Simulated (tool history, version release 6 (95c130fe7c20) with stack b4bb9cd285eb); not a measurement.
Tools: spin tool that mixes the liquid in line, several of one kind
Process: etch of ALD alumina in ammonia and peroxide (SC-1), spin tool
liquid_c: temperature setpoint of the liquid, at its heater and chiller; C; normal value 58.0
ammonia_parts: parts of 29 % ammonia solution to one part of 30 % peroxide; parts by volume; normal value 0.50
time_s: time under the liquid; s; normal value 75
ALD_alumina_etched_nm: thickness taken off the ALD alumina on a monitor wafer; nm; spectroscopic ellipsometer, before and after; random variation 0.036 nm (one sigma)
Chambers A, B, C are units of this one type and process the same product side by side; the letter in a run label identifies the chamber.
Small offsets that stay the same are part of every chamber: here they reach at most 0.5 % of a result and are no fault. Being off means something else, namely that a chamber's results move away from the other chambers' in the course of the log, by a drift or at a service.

| run | hour | liquid_c | ammonia_parts | time_s | read-back film thickness of the ALD alumina reference wafer, read on the same gauge (nm) | ALD_alumina_etched_nm |
|---|---|---|---|---|---|---|
|  | 3.7 | chamber A: heated supply line repaired |
| 1C | 5.1 | 58.0 | 0.50 | 75 | 99.994 | 11.0460 |
| 2B | 11.1 | 58.0 | 0.50 | 75 | 99.984 | 11.0600 |
|  | 12.4 | chamber C: heated supply line repaired |
| 3A | 17.8 | 58.0 | 0.50 | 75 | 99.980 | 11.0580 |
| 4B | 21.4 | 58.0 | 0.50 | 75 | 100.020 | 11.0350 |
| 5A | 26.2 | 58.0 | 0.50 | 75 | 100.030 | 11.0330 |
| 6C | 30.8 | 58.0 | 0.50 | 75 | 99.975 | 11.1170 |
| 7B | 35.4 | 58.0 | 0.50 | 75 | 99.993 | 11.0280 |
| 8C | 39.6 | 58.0 | 0.50 | 75 | 99.987 | 11.0460 |
| 9A | 42.9 | 58.0 | 0.50 | 75 | 99.986 | 10.9950 |
| 10A | 47.5 | 67.0 | 0.50 | 45 | 99.990 | 10.3720 |
| 11C | 53.4 | 67.0 | 0.50 | 45 | 100.000 | 10.5270 |
| 12B | 56.6 | 67.0 | 0.50 | 45 | 100.010 | 10.5470 |
| 13A | 61.5 | 58.0 | 0.50 | 75 | 99.992 | 11.0590 |
| 14B | 64.7 | 58.0 | 0.50 | 75 | 100.010 | 10.9710 |
| 15C | 69.5 | 58.0 | 0.50 | 75 | 100.020 | 11.1720 |
| 16A | 73.9 | 64.5 | 0.50 | 55 | 99.998 | 11.2910 |
| 17B | 79.1 | 64.5 | 0.50 | 55 | 99.985 | 11.3260 |
| 18C | 85.8 | 64.5 | 0.50 | 55 | 99.970 | 11.4050 |
| 19B | 89.7 | 58.0 | 0.35 | 40 | 100.010 | 5.7159 |
| 20C | 94.9 | 58.0 | 0.35 | 40 | 100.010 | 5.7711 |
| 21A | 101.1 | 58.0 | 0.35 | 40 | 99.990 | 5.6694 |
| 22B | 107.9 | 58.0 | 0.50 | 75 | 100.000 | 11.0920 |
| 23A | 114.3 | 58.0 | 0.50 | 75 | 100.010 | 10.9710 |
| 24C | 119.6 | 58.0 | 0.50 | 75 | 99.997 | 11.2660 |
| 25A | 125.8 | 58.0 | 0.65 | 75 | 99.978 | 11.3050 |
| 26B | 132.6 | 58.0 | 0.65 | 75 | 99.997 | 11.3270 |
| 27C | 135.6 | 58.0 | 0.65 | 75 | 99.989 | 11.5700 |
| 28A | 139.4 | 58.0 | 0.50 | 75 | 100.030 | 10.9660 |
| 29B | 143.1 | 58.0 | 0.50 | 75 | 99.986 | 11.0390 |
| 30C | 147.7 | 58.0 | 0.50 | 75 | 100.010 | 11.2980 |
|  | 151.2 | chamber C: new drum of ammonia solution connected |
| 31A | 153.0 | 58.0 | 0.50 | 75 | 99.987 | 11.0160 |
| 32B | 156.5 | 58.0 | 0.50 | 75 | 99.974 | 11.0610 |
| 33C | 162.0 | 58.0 | 0.50 | 75 | 99.981 | 11.3300 |
| 34C | 167.7 | 58.0 | 0.50 | 75 | 99.989 | 11.3160 |
| 35B | 171.1 | 58.0 | 0.50 | 75 | 99.998 | 10.9940 |
| 36A | 177.5 | 63.5 | 0.50 | 75 | 99.999 | 14.5280 |
| 37A | 182.6 | 63.5 | 0.50 | 75 | 100.010 | 14.5610 |
| 38C | 188.4 | 63.5 | 0.50 | 75 | 100.000 | 15.0900 |
| 39B | 194.5 | 58.0 | 0.50 | 75 | 99.995 | 11.0300 |
| 40A | 198.2 | 58.0 | 0.50 | 75 | 99.997 | 10.9790 |

Is one chamber off against the others, does the gauge drift, or is nothing wrong? If a chamber is off, say which, and what the likeliest cause is.

Chamber C drifts away from the others.
Likeliest cause: liquid hotter than its thermometer reads (K) = 0.582.

Below are 4 candidate recipes for chamber C's next run, each the usual settings with a change, their results shown as question marks. Which of them brings C's results back in line with what the other chambers give on the usual settings?
In line means no further than this from the other chambers' mean on the usual settings: ALD_alumina_etched_nm 0.1300 nm
| 41C-1 | 203.1 | 58.0 | 0.35 | 75 |  | ? |
| 41C-2 | 203.1 | 59.0 | 0.50 | 75 |  | ? |
| 41C-3 | 203.1 | 57.0 | 0.50 | 75 |  | ? |
| 41C-4 | 203.1 | 58.0 | 0.70 | 75 |  | ? |

Average result of the remaining chambers running the usual settings: ALD_alumina_etched_nm 11.0410 nm
| run | ALD_alumina_etched_nm |
|---|---|
| 41C-1 | 11.0200 |
| 41C-2 | 12.0040 |
| 41C-3 | 10.8210 |
| 41C-4 | 11.7690 |
The answer is 41C-1, which returns the chamber to within the allowed miss of the others.

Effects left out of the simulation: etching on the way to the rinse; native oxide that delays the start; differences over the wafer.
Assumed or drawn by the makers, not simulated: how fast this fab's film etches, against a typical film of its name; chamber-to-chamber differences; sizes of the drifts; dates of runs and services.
